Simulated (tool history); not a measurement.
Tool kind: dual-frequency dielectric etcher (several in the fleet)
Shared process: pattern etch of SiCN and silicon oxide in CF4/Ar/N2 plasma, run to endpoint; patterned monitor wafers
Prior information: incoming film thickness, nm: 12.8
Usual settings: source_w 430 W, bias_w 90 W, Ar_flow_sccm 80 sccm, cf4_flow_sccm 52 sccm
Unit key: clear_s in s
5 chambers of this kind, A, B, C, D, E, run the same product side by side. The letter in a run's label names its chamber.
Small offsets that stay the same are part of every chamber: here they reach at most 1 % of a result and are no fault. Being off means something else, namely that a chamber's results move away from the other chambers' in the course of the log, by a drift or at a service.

run    day  source_w  bias_w  Ar_flow_sccm  cf4_flow_sccm  clear_s
     0.125  -- chamber D: wet clean of the chamber
 1E  0.212       430      90            80             52   14.581
 2A  0.412       430      90            80             52   14.522
     0.458  -- chamber A: wet clean of the chamber
 3D  0.558       430      90            80             52   14.439
     0.600  -- chamber E: wet clean of the chamber
 4C  0.712       430      90            80             52   14.465
 5B  0.933       430      90            80             52   14.517
 6B  1.108       430      90            80             52   14.701
 7D  1.258       430      90            80             52   14.310
 8A  1.508       430      75            80             43   15.757
 9E  1.779       430      75            80             43   16.043
10C  1.988       430      75            80             43   15.942
11C  2.121       430      75            80             43   15.908
     2.162  -- chamber B: wet clean of the chamber
12E  2.338       430      75            80             43   16.009
13A  2.612       430      90            80             52   14.354
14D  2.838       430      90            80             52   14.450
15B  3.112       430      90            80             52   14.648
16C  3.338       430      90            80             52   14.557
17A  3.475       530      90            80             52   11.954
18D  3.704       530      90            80             52   12.058
19E  3.917       530      90            80             52   12.215
20B  4.079       530      90            80             52   12.126
21E  4.308       530      90            80             52   12.151
22C  4.438       430      90            80             52   14.595
     4.633  -- chamber A: source power generator calibrated
23A  4.638       350      90            72             52   16.518
     4.683  -- chamber C: bias power generator calibrated
24B  4.892       350      90            72             52   17.305
25D  5.142       350      90            72             52   16.992
26D  5.392       350      90            72             52   17.069
27C  5.633       350      90            72             52   17.150
28A  5.896       430      90            80             52   13.977
29B  6.150       430      97            80             52   14.165
30E  6.338       430      97            80             52   14.148
31E  6.562       430      97            80             52   14.263
32B  6.683       430      97            80             52   14.302
33D  6.842       430      97            80             52   13.959
34A  7.062       430      90            80             52   13.950
35C  7.196       430      90            80             52   14.620
36D  7.421       430      90            80             52   14.527
37C  7.650       430      90            80             52   14.566
38A  7.850       470      90            80             52   12.847
39B  8.129       470      90            80             52   13.396

Next, every chamber runs the same settings. What will each give?
40A  8.325       540      90            80             52        ?
40B  8.325       540      90            80             52        ?
40C  8.325       540      90            80             52        ?
40D  8.325       540      90            80             52        ?
40E  8.325       540      90            80             52        ?

run  clear_s
40A   11.357
40B   12.091
40C   11.979
40D   11.873
40E   11.900
